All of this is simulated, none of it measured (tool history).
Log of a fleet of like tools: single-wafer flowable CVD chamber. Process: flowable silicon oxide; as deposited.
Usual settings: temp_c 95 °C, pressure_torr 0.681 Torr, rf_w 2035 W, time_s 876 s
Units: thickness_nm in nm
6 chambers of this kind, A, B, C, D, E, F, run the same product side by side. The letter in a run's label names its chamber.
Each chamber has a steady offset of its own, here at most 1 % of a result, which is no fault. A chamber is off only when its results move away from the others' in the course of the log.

run,hour,temp_c,pressure_torr,rf_w,time_s,hours since the last thermocouple change,hours since the last RF generator calibration,hours since the last manometer calibration,"read-back reference wafer on the same gauge, thickness_nm",thickness_nm
1A,5.3,95,0.681,2035,876,339.4,218.6,638.1,582.25,505.45
2C,12.5,95,0.681,2035,876,460.4,1887.4,1013.9,582.67,501.26
3E,21.0,95,0.681,2035,876,518.1,1303.1,331.7,583.28,509.62
4B,30.8,95,0.681,2035,876,828.0,1454.3,381.9,583.06,506.10
5F,38.2,95,0.681,2035,876,399.7,1091.1,891.5,583.85,510.27
6D,50.1,95,0.681,2035,876,780.0,160.4,1244.7,583.51,510.52
7C,55.8,95,0.681,2035,876,503.7,1930.7,1057.2,583.98,502.19
8B,67.9,95,0.681,2035,876,865.1,1491.4,419.0,582.46,502.75
9F,77.5,95,0.681,2035,876,439.0,1130.4,930.8,582.85,507.12
10A,85.5,95,0.681,2035,876,419.6,298.8,718.3,582.66,510.77
11E,95.0,95,0.681,2035,876,592.1,1377.1,405.7,583.15,511.72
12D,102.7,95,0.681,2035,876,832.6,213.0,1297.3,582.98,514.14
13C,108.6,95,0.681,2035,876,556.5,1983.5,1110.0,582.86,500.79
14B,116.1,95,0.681,2035,876,913.3,1539.6,467.2,583.23,509.51
15A,127.7,95,0.681,2035,876,461.8,341.0,760.5,583.41,509.89
16D,135.6,95,0.681,2035,876,865.5,245.9,1330.2,582.93,511.31
17F,141.4,95,0.681,2035,876,502.9,1194.3,994.7,583.30,503.69
18E,150.5,95,0.681,2035,876,647.6,1432.6,461.2,582.47,517.82
19E,161.6,95,0.681,2035,876,658.7,1443.7,472.3,583.41,514.52
20B,171.9,95,0.681,2035,876,969.1,1595.4,523.0,583.16,504.86
21C,183.4,95,0.681,2035,876,631.3,2058.3,1184.8,582.93,500.61
22D,191.4,95,0.681,2035,876,921.3,301.7,1386.0,582.58,514.73
23A,200.7,95,0.681,2035,876,534.8,414.0,833.5,582.35,509.20
24F,206.2,95,0.681,2035,876,567.7,1259.1,1059.5,583.23,506.77
25D,214.2,95,0.760,1825,876,944.1,324.5,1408.8,583.37,582.80
26F,226.0,95,0.760,1825,876,587.5,1278.9,1079.3,582.95,570.34
27A,235.9,95,0.760,1825,876,570.0,449.2,868.7,583.23,570.99
28E,246.6,95,0.760,1825,876,743.7,1528.7,557.3,583.05,580.74
29B,252.2,95,0.760,1825,876,1049.4,1675.7,603.3,582.44,571.87
# hour 254.0: chamber C: capacitance manometer re-zeroed and calibrated
30C,263.1,95,0.760,1825,876,711.0,2138.0,9.1,582.85,565.81
31A,270.8,95,0.681,2035,876,604.9,484.1,903.6,583.30,510.56
32C,279.4,95,0.681,2035,876,727.3,2154.3,25.4,582.74,501.82
33D,288.2,95,0.681,2035,876,1018.1,398.5,1482.8,583.19,512.51
34F,297.8,95,0.681,2035,876,659.3,1350.7,1151.1,582.63,508.73
35B,309.8,95,0.681,2035,876,1107.0,1733.3,660.9,582.84,505.79
36E,319.9,95,0.681,2035,876,817.0,1602.0,630.6,582.62,509.91
37A,328.6,95,0.681,2035,876,662.7,541.9,961.4,583.23,509.12
38D,340.0,82,0.681,2035,876,1069.9,450.3,1534.6,582.53,771.80
39C,346.1,82,0.681,2035,876,794.0,2221.0,92.1,583.38,746.58
40F,354.7,82,0.681,2035,876,716.2,1407.6,1208.0,583.03,759.31
41B,364.8,82,0.681,2035,876,1162.0,1788.3,715.9,582.97,757.44
42E,374.2,82,0.681,2035,876,871.3,1656.3,684.9,582.71,763.88
43D,383.2,82,0.681,2035,876,1113.1,493.5,1577.8,583.65,772.46
44A,395.1,95,0.681,2035,876,729.2,608.4,1027.9,582.89,504.02

Is one chamber off against the others, does the gauge drift, or is nothing wrong? If a chamber is off, say which, and what the likeliest cause is.

No chamber stands off beyond its own small offset, and the gauge holds steady.
